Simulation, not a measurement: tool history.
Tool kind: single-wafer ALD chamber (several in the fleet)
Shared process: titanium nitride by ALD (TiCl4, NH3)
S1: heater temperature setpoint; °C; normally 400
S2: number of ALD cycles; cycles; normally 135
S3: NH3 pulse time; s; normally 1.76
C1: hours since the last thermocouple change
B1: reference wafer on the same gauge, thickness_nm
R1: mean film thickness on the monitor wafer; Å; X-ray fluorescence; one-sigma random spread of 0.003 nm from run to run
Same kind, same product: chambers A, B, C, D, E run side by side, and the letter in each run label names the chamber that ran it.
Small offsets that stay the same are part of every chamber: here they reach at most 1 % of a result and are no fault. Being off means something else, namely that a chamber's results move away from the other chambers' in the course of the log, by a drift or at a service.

| run | hour | S1 | S2 | S3 | C1 | B1 | R1 |
|---|---|---|---|---|---|---|---|
| 1E | 14.3 | 400 | 135 | 1.76 | 1199.8 | 2.4005 | 29.546 |
| 2C | 26.4 | 400 | 135 | 1.76 | 561.3 | 2.401 | 29.512 |
| 3A | 39.6 | 400 | 135 | 1.76 | 676.9 | 2.4016 | 29.619 |
| 4D | 50.4 | 400 | 135 | 1.76 | 479.4 | 2.4008 | 29.389 |
|  | 52 | chamber B: thermocouple changed; heater temperature recalibrated |
| 5B | 60.1 | 400 | 135 | 1.76 | 8.1 | 2.4015 | 29.628 |
| 6B | 67.3 | 400 | 135 | 1.76 | 15.3 | 2.4019 | 29.587 |
| 7A | 77.6 | 400 | 135 | 1.76 | 714.9 | 2.4017 | 29.666 |
| 8D | 89 | 400 | 135 | 1.76 | 518 | 2.4015 | 29.434 |
| 9E | 105.1 | 400 | 135 | 1.76 | 1290.6 | 2.4023 | 29.542 |
| 10C | 115.9 | 400 | 135 | 1.76 | 650.8 | 2.403 | 29.535 |
| 11A | 129.3 | 400 | 135 | 1.76 | 766.6 | 2.403 | 29.658 |
| 12C | 143.1 | 400 | 135 | 1.76 | 678 | 2.4029 | 29.53 |
| 13B | 151.8 | 400 | 135 | 1.76 | 99.8 | 2.4031 | 29.642 |
| 14E | 167.6 | 400 | 135 | 1.76 | 1353.1 | 2.4035 | 29.596 |
| 15D | 175.5 | 400 | 135 | 1.76 | 604.5 | 2.4038 | 29.446 |
| 16A | 182.8 | 400 | 135 | 1.76 | 820.1 | 2.4043 | 29.672 |
| 17E | 196.6 | 400 | 135 | 1.76 | 1382.1 | 2.4046 | 29.561 |
| 18D | 209.1 | 400 | 135 | 1.76 | 638.1 | 2.4047 | 29.416 |
| 19C | 221.1 | 400 | 135 | 1.76 | 756 | 2.405 | 29.551 |
| 20B | 235.5 | 392 | 135 | 2.28 | 183.5 | 2.4053 | 29.808 |
| 21A | 244.9 | 392 | 135 | 2.28 | 882.2 | 2.4059 | 29.776 |
| 22C | 254.1 | 392 | 135 | 2.28 | 789 | 2.4061 | 29.674 |
| 23E | 269.7 | 392 | 135 | 2.28 | 1455.2 | 2.4061 | 29.729 |
| 24B | 279.3 | 392 | 135 | 2.28 | 227.3 | 2.4064 | 29.823 |
| 25D | 286.5 | 400 | 135 | 1.76 | 715.5 | 2.406 | 29.396 |
| 26A | 302.8 | 400 | 135 | 1.76 | 940.1 | 2.4066 | 29.654 |
| 27B | 316.8 | 400 | 135 | 1.76 | 264.8 | 2.4077 | 29.688 |
| 28E | 329 | 400 | 135 | 1.76 | 1514.5 | 2.4077 | 29.611 |
| 29C | 341.4 | 400 | 135 | 1.76 | 876.3 | 2.4083 | 29.604 |
| 30D | 351.2 | 400 | 151 | 1.18 | 780.2 | 2.4082 | 32.287 |
| 31B | 364.9 | 400 | 151 | 1.18 | 312.9 | 2.4082 | 32.604 |
| 32A | 375.2 | 400 | 151 | 1.18 | 1012.5 | 2.4088 | 32.595 |
| 33E | 386.3 | 400 | 151 | 1.18 | 1571.8 | 2.4087 | 32.485 |
| 34D | 398.3 | 400 | 151 | 1.18 | 827.3 | 2.4096 | 32.361 |
| 35C | 412.9 | 400 | 135 | 1.76 | 947.8 | 2.4094 | 29.556 |
| 36B | 421.3 | 400 | 135 | 1.76 | 369.3 | 2.4092 | 29.715 |

The same settings go to every chamber for the next run, one line per chamber below. Forecast the results for each:
| 37A | 433 | 390 | 135 | 1.76 |  |  | ? |
| 37B | 433 | 390 | 135 | 1.76 |  |  | ? |
| 37C | 433 | 390 | 135 | 1.76 |  |  | ? |
| 37D | 433 | 390 | 135 | 1.76 |  |  | ? |
| 37E | 433 | 390 | 135 | 1.76 |  |  | ? |

| run | R1 |
|---|---|
| 37A | 29.394 |
| 37B | 29.436 |
| 37C | 29.264 |
| 37D | 29.205 |
| 37E | 29.354 |
